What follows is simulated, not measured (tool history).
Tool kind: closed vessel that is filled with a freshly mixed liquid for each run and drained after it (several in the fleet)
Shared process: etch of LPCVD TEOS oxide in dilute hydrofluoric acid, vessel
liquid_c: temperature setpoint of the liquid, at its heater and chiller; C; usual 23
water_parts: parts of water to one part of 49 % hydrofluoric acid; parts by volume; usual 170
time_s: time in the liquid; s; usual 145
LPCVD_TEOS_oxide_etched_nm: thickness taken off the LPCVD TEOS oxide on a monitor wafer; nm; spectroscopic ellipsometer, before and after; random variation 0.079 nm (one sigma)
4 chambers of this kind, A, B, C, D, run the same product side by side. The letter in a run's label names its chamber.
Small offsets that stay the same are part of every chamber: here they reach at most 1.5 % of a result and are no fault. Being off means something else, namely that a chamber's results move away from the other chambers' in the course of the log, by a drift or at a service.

run   hour  liquid_c  water_parts  time_s  hours since the thermometer was replaced  hours since the hydrofluoric acid flow meter was replaced  read-back film thickness of the LPCVD TEOS oxide reference wafer, read on the same gauge (nm)  LPCVD_TEOS_oxide_etched_nm
 1A    8.1        23          170     145                                    1629.4                                                      547.1                                                                                         99.993                     14.1950
 2D   12.4        23          170     145                                     351.7                                                      850.5                                                                                        100.010                     14.4780
 3C   22.0        23          170     145                                     269.6                                                      729.9                                                                                        100.000                     14.4150
 4B   27.7        23          170     145                                    1068.9                                                      950.1                                                                                        100.030                     14.3160
 5A   33.3        23          170     145                                    1654.6                                                      572.3                                                                                        100.000                     14.0460
 6D   40.0        23          170     145                                     379.3                                                      878.1                                                                                         99.990                     14.3010
 7B   48.1        23          170     145                                    1089.3                                                      970.5                                                                                        100.000                     14.1450
 8C   56.6        23          170     145                                     304.2                                                      764.5                                                                                         99.997                     14.3740
 9D   63.3        23          170     145                                     402.6                                                      901.4                                                                                         99.992                     14.2340
10C   71.3        23          170     145                                     318.9                                                      779.2                                                                                         99.949                     14.4060
11B   76.2        23          170     145                                    1117.4                                                      998.6                                                                                         99.971                     14.3340
12A   81.8        23          170     145                                    1703.1                                                      620.8                                                                                         99.969                     14.0930
13D   86.2        23          170     145                                     425.5                                                      924.3                                                                                        100.030                     14.3190
14B   90.7        23          170     145                                    1131.9                                                     1013.1                                                                                         99.978                     14.2830
15C   99.0        23          170     145                                     346.6                                                      806.9                                                                                         99.990                     14.5750
16A  104.6        23          170     145                                    1725.9                                                      643.6                                                                                        100.000                     14.2430
17B  114.1        23          170     145                                    1155.3                                                     1036.5                                                                                         99.992                     14.2490
18C  123.1        23          210      70                                     370.7                                                      831.0                                                                                         99.982                      5.4084
19D  128.2        23          210      70                                     467.5                                                      966.3                                                                                         99.947                      5.3609
20A  132.6        23          210      70                                    1753.9                                                      671.6                                                                                        100.020                      5.2765
21B  138.5        23          210      70                                    1179.7                                                     1060.9                                                                                        100.020                      5.3319
22C  142.9        23          170     145                                     390.5                                                      850.8                                                                                         99.984                     14.6140
23A  148.2        23          170     145                                    1769.5                                                      687.2                                                                                         99.993                     14.2280
24D  154.0        23          170     145                                     493.3                                                      992.1                                                                                        100.010                     14.4450
25A  159.3        23          170     145                                    1780.6                                                      698.3                                                                                         99.989                     14.0330
26D  168.7        23          170     145                                     508.0                                                     1006.8                                                                                        100.020                     14.3940
27B  177.0        23          170     145                                    1218.2                                                     1099.4                                                                                        100.010                     14.2070
28C  181.7        23          170     145                                     429.3                                                      889.6                                                                                         99.994                     14.4050
29C  189.6        23          170     145                                     437.2                                                      897.5                                                                                        100.040                     14.4430
30A  193.8        23          170     145                                    1815.1                                                      732.8                                                                                         99.972                     14.0850

Does one chamber stand apart from the rest, does the shared gauge drift, or is all well apart from small per-chamber offsets? Give the chamber and the most likely cause, where there is one.

Neither any chamber nor the gauge drifts; the chambers differ only by their own small, steady offsets.
